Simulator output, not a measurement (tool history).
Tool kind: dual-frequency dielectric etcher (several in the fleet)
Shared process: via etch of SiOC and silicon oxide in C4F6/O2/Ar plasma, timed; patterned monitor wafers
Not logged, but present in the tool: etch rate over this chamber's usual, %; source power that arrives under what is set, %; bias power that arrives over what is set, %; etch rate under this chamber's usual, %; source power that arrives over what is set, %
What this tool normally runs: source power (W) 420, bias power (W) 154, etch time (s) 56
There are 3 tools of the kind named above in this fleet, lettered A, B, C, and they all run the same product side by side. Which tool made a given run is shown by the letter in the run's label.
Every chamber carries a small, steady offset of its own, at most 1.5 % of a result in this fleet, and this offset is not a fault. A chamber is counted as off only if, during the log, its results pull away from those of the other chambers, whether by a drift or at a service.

run,hour,source power (W),bias power (W),etch time (s),hours since the last wet clean,hours since the last source power generator calibration,hours since the last bias power generator calibration,"read-back reference wafer on the same gauge, depth_nm",mean etch depth across the wafer (angstrom)
1B,12,420,154,56,39.7,522.9,929.9,71.225,619.4
2C,18,420,154,56,18.5,1452.1,67.2,71.22,614.48
3A,27.6,420,154,56,300.1,4313.3,1549.8,71.246,624.26
4A,34.3,420,154,56,306.8,4320,1556.5,71.127,617.51
5C,41.7,420,154,56,42.2,1475.8,90.9,71.24,613.44
6B,50.9,420,154,56,78.6,561.8,968.8,71.145,621.49
7C,59.8,420,154,56,60.3,1493.9,109,71.177,619.27
8B,71.1,420,154,56,98.8,582,989,71.146,624.1
9A,77.9,370,138,56,350.4,4363.6,1600.1,71.164,573.87
10A,84,370,138,56,356.5,4369.7,1606.2,71.163,572.64
11C,92.4,370,138,56,92.9,1526.5,141.6,71.059,565.9
12B,101.4,500,154,49.5,129.1,612.3,1019.3,71.225,587.31
13A,110.5,500,154,49.5,383,4396.2,1632.7,71.251,594.13
14C,121,500,154,49.5,121.5,1555.1,170.2,71.213,585.12
15B,130.4,420,154,56,158.1,641.3,1048.3,71.206,627.89
16C,138.3,420,154,56,138.8,1572.4,187.5,71.258,625.44
17B,146.6,420,154,56,174.3,657.5,1064.5,71.155,616.24
18A,152.1,420,154,56,424.6,4437.8,1674.3,71.171,630.23
19C,164,420,154,56,164.5,1598.1,213.2,71.188,623.57
20B,174.7,420,154,56,202.4,685.6,1092.6,71.222,622.24
21A,181.3,420,154,56,453.8,4467,1703.5,71.17,635.06
22C,193.5,420,154,56,194,1627.6,242.7,71.146,620.18
23A,201.9,420,154,56,474.4,4487.6,1724.1,71.157,633.46
24B,210.2,420,180,56,237.9,721.1,1128.1,71.15,653.94
25C,219.2,420,180,56,219.7,1653.3,268.4,71.234,650.94
26A,225.8,420,180,56,498.3,4511.5,1748,71.106,672.9

Each of the 3 chambers runs these same settings next. Fill in every chamber's results:
27A,234.7,420,154,47,,,,,?
27B,234.7,420,154,47,,,,,?
27C,234.7,420,154,47,,,,,?

run,mean etch depth across the wafer (angstrom)
27A,535
27B,519.56
27C,520.43

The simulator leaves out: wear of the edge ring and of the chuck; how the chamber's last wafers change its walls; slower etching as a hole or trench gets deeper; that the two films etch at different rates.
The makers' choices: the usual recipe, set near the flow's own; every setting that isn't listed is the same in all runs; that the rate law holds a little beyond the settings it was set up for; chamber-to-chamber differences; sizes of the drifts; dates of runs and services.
